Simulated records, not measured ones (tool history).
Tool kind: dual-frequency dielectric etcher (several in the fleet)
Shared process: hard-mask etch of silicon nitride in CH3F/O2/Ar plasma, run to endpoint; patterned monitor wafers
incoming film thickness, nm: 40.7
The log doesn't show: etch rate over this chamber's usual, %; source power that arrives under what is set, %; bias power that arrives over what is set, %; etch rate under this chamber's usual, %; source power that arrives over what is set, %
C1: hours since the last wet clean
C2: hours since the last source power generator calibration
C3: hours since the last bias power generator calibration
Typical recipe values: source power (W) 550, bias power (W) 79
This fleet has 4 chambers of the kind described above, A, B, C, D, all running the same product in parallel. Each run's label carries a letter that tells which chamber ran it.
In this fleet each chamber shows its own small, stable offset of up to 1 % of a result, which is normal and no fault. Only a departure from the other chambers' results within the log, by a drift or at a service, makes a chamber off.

Run 1A, hour 8.3: usual settings; C1 81.6; C2 1847.2; C3 1689.8. Result: endpoint time (s) 51.106.
Run 2B, hour 21.3: usual settings; C1 32.6; C2 2672.7; C3 213.9. Result: endpoint time (s) 50.273.
Run 3C, hour 30.7: usual settings; C1 125.2; C2 2265.7; C3 515.5. Result: endpoint time (s) 50.113.
Run 4D, hour 40.8: usual settings; C1 67.8; C2 533.8; C3 3792. Result: endpoint time (s) 50.382.
Run 5A, hour 51.1: usual settings; C1 124.4; C2 1890; C3 1732.6. Result: endpoint time (s) 50.784.
Run 6B, hour 60.7: usual settings; C1 72; C2 2712.1; C3 253.3. Result: endpoint time (s) 50.025.
Run 7D, hour 68.2: usual settings; C1 95.2; C2 561.2; C3 3819.4. Result: endpoint time (s) 50.814.
Run 8C, hour 80.5: usual settings; C1 175; C2 2315.5; C3 565.3. Result: endpoint time (s) 50.101.
At hour 89.2: chamber C: source power generator calibrated.
Run 9A, hour 89.7: usual settings but source power (W) 680; C1 163; C2 1928.6; C3 1771.2. Result: endpoint time (s) 46.739.
Run 10C, hour 97.1: usual settings but source power (W) 680; C1 191.6; C2 7.9; C3 581.9. Result: endpoint time (s) 46.468.
Run 11B, hour 103.6: usual settings but source power (W) 680; C1 114.9; C2 2755; C3 296.2. Result: endpoint time (s) 46.511.
Run 12D, hour 113.1: usual settings but source power (W) 680; C1 140.1; C2 606.1; C3 3864.3. Result: endpoint time (s) 46.683.
Run 13D, hour 126: usual settings; C1 153; C2 619; C3 3877.2. Result: endpoint time (s) 50.547.
Run 14B, hour 136.5: usual settings; C1 147.8; C2 2787.9; C3 329.1. Result: endpoint time (s) 50.241.
Run 15A, hour 149.5: usual settings but source power (W) 500; C1 222.8; C2 1988.4; C3 1831. Result: endpoint time (s) 53.305.
Run 16C, hour 161.8: usual settings but source power (W) 500; C1 256.3; C2 72.6; C3 646.6. Result: endpoint time (s) 52.179.
Run 17B, hour 170.1: usual settings but source power (W) 500; C1 181.4; C2 2821.5; C3 362.7. Result: endpoint time (s) 52.236.
Run 18A, hour 179.4: usual settings but source power (W) 500; C1 252.7; C2 2018.3; C3 1860.9. Result: endpoint time (s) 52.616.
Run 19C, hour 188.1: usual settings; C1 282.6; C2 98.9; C3 672.9. Result: endpoint time (s) 49.778.
Run 20D, hour 196.2: usual settings; C1 223.2; C2 689.2; C3 3947.4. Result: endpoint time (s) 50.514.
Run 21D, hour 202.1: usual settings but source power (W) 470, bias power (W) 97; C1 229.1; C2 695.1; C3 3953.3. Result: endpoint time (s) 49.802.
Run 22C, hour 214.4: usual settings but source power (W) 470, bias power (W) 97; C1 308.9; C2 125.2; C3 699.2. Result: endpoint time (s) 49.503.
Run 23A, hour 225.7: usual settings but source power (W) 470, bias power (W) 97; C1 299; C2 2064.6; C3 1907.2. Result: endpoint time (s) 49.883.
Run 24B, hour 235.7: usual settings but source power (W) 470, bias power (W) 97; C1 247; C2 2887.1; C3 428.3. Result: endpoint time (s) 49.836.
Run 25C, hour 245.3: usual settings; C1 339.8; C2 156.1; C3 730.1. Result: endpoint time (s) 49.926.
Run 26B, hour 256.3: usual settings; C1 267.6; C2 2907.7; C3 448.9. Result: endpoint time (s) 49.705.
Run 27D, hour 265.5: usual settings; C1 292.5; C2 758.5; C3 4016.7. Result: endpoint time (s) 50.444.
Run 28A, hour 271.5: usual settings but source power (W) 490, bias power (W) 61; C1 344.8; C2 2110.4; C3 1953. Result: endpoint time (s) 58.162.
Run 29C, hour 282.9: usual settings but source power (W) 490, bias power (W) 61; C1 377.4; C2 193.7; C3 767.7. Result: endpoint time (s) 56.819.

Does one chamber stand apart from the rest, does the shared gauge drift, or is all well apart from small per-chamber offsets? Give the chamber and the most likely cause, where there is one.

Nothing is wrong: each chamber keeps only its own small, steady offset and the gauge holds still.
